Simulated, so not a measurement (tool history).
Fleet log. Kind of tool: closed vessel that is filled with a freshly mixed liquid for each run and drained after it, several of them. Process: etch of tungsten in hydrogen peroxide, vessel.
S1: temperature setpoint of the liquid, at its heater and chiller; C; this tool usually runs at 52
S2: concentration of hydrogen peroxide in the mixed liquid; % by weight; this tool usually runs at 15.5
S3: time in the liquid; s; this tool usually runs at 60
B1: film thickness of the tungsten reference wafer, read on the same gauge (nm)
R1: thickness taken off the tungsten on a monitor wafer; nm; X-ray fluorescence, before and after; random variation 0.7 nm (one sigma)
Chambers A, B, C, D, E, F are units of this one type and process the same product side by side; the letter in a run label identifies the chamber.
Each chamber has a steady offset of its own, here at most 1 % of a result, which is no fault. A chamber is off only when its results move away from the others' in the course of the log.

run 1E hour=11.1 | S1=52 S2=15.5 S3=60 | B1=129.98 | R1=137.51
run 2A hour=17.9 | S1=52 S2=15.5 S3=60 | B1=130 | R1=138.53
run 3D hour=25.2 | S1=52 S2=15.5 S3=60 | B1=129.95 | R1=137.54
run 4F hour=33.3 | S1=52 S2=15.5 S3=60 | B1=130.04 | R1=137.68
run 5C hour=42.1 | S1=52 S2=15.5 S3=60 | B1=129.97 | R1=137.76
run 6B hour=52.3 | S1=52 S2=15.5 S3=60 | B1=129.99 | R1=135.92
run 7B hour=63.6 | S1=52 S2=15.5 S3=60 | B1=130.01 | R1=136.53
run 8A hour=69.8 | S1=52 S2=15.5 S3=60 | B1=129.99 | R1=138.27
run 9C hour=80.5 | S1=52 S2=15.5 S3=60 | B1=130.03 | R1=138.47
run 10D hour=87.6 | S1=52 S2=15.5 S3=60 | B1=130.03 | R1=138.31
-- hour=90.8 chamber E: peroxide flow meter replaced
run 11F hour=94.7 | S1=52 S2=15.5 S3=60 | B1=129.96 | R1=139.62
run 12E hour=101 | S1=47 S2=15.5 S3=60 | B1=130.03 | R1=101.42
-- hour=102.9 chamber B: thermometer replaced
-- hour=104.4 chamber A: peroxide flow meter replaced
run 13D hour=108.9 | S1=47 S2=15.5 S3=60 | B1=130.01 | R1=100.27
run 14A hour=115.4 | S1=47 S2=15.5 S3=60 | B1=129.99 | R1=100.85
run 15C hour=123.2 | S1=47 S2=15.5 S3=60 | B1=130.02 | R1=101.26
run 16E hour=133.2 | S1=47 S2=15.5 S3=60 | B1=130.02 | R1=101.86
run 17F hour=144.8 | S1=47 S2=15.5 S3=60 | B1=129.99 | R1=101.64
run 18B hour=156.2 | S1=52 S2=15.5 S3=60 | B1=129.97 | R1=136.35
run 19E hour=164.2 | S1=55.5 S2=13.5 S3=60 | B1=129.99 | R1=160.11
run 20B hour=172.2 | S1=55.5 S2=13.5 S3=60 | B1=129.93 | R1=158.06
run 21C hour=185.3 | S1=55.5 S2=13.5 S3=60 | B1=130.06 | R1=156.82
run 22A hour=192.2 | S1=55.5 S2=13.5 S3=60 | B1=129.98 | R1=157.92
run 23D hour=200.8 | S1=55.5 S2=13.5 S3=60 | B1=129.95 | R1=158.48
run 24F hour=207.8 | S1=55.5 S2=13.5 S3=60 | B1=130 | R1=159.3
-- hour=214.3 chamber F: new drum of peroxide connected
run 25A hour=219.2 | S1=52 S2=15.5 S3=60 | B1=130.02 | R1=134.61
run 26C hour=227.5 | S1=52 S2=15.5 S3=60 | B1=130 | R1=138.04
run 27F hour=236.1 | S1=52 S2=15.5 S3=50 | B1=130.04 | R1=115.5
run 28B hour=249.7 | S1=52 S2=15.5 S3=50 | B1=130.02 | R1=113.47
run 29E hour=257.7 | S1=52 S2=15.5 S3=50 | B1=130.03 | R1=115.9
run 30D hour=268.1 | S1=52 S2=15.5 S3=50 | B1=129.95 | R1=113.33
run 31F hour=277.4 | S1=52 S2=15.5 S3=50 | B1=129.99 | R1=115.81
run 32D hour=288.5 | S1=52 S2=15.5 S3=50 | B1=130.03 | R1=113.95
run 33C hour=300.2 | S1=52 S2=15.5 S3=60 | B1=130.03 | R1=138.67
run 34B hour=307.2 | S1=52 S2=15.5 S3=60 | B1=129.95 | R1=137.27
run 35A hour=319.9 | S1=52 S2=15.5 S3=60 | B1=129.95 | R1=134.32
-- hour=332.2 chamber B: new drum of peroxide connected
run 36E hour=332.3 | S1=52 S2=15.5 S3=60 | B1=130.01 | R1=137.46
run 37F hour=342.8 | S1=52 S2=15.5 S3=60 | B1=129.94 | R1=138.27
run 38A hour=350.8 | S1=52 S2=18 S3=45 | B1=129.94 | R1=108.05
run 39B hour=356.7 | S1=52 S2=18 S3=45 | B1=129.98 | R1=110.52
run 40E hour=369.5 | S1=52 S2=18 S3=45 | B1=130.04 | R1=111.86

What goes on in this fleet: one chamber off, a drifting gauge, or nothing beyond the chambers' own small offsets? Name the chamber and the cause, if any.

It is chamber A that slowly wanders off from its peers.
What lies behind it: peroxide weaker than its label (%) = 5.81.
From this log alone, it may not be told apart from: liquid colder than its thermometer reads (K).

Below are 4 candidate recipes for chamber A's next run, each the usual settings with a change, their results shown as question marks. Which of them brings A's results back in line with what the other chambers give on the usual settings?
A result is in line if it is within this distance of the other chambers' mean on the usual settings: R1 2.4 nm
run 41A-1 hour=379.2 | S1=53 S2=15.5 S3=60 | R1=?
run 41A-2 hour=379.2 | S1=51.5 S2=15.5 S3=60 | R1=?
run 41A-3 hour=379.2 | S1=52.5 S2=15.5 S3=60 | R1=?
run 41A-4 hour=379.2 | S1=51 S2=15.5 S3=60 | R1=?

Average result of the remaining chambers running the usual settings: R1 137.88 nm
run=41A-1 R1=141.62
run=41A-2 R1=129.38
run=41A-3 R1=137.43
run=41A-4 R1=125.52
41A-3 is the one that brings the chamber's results back in line with the other chambers.
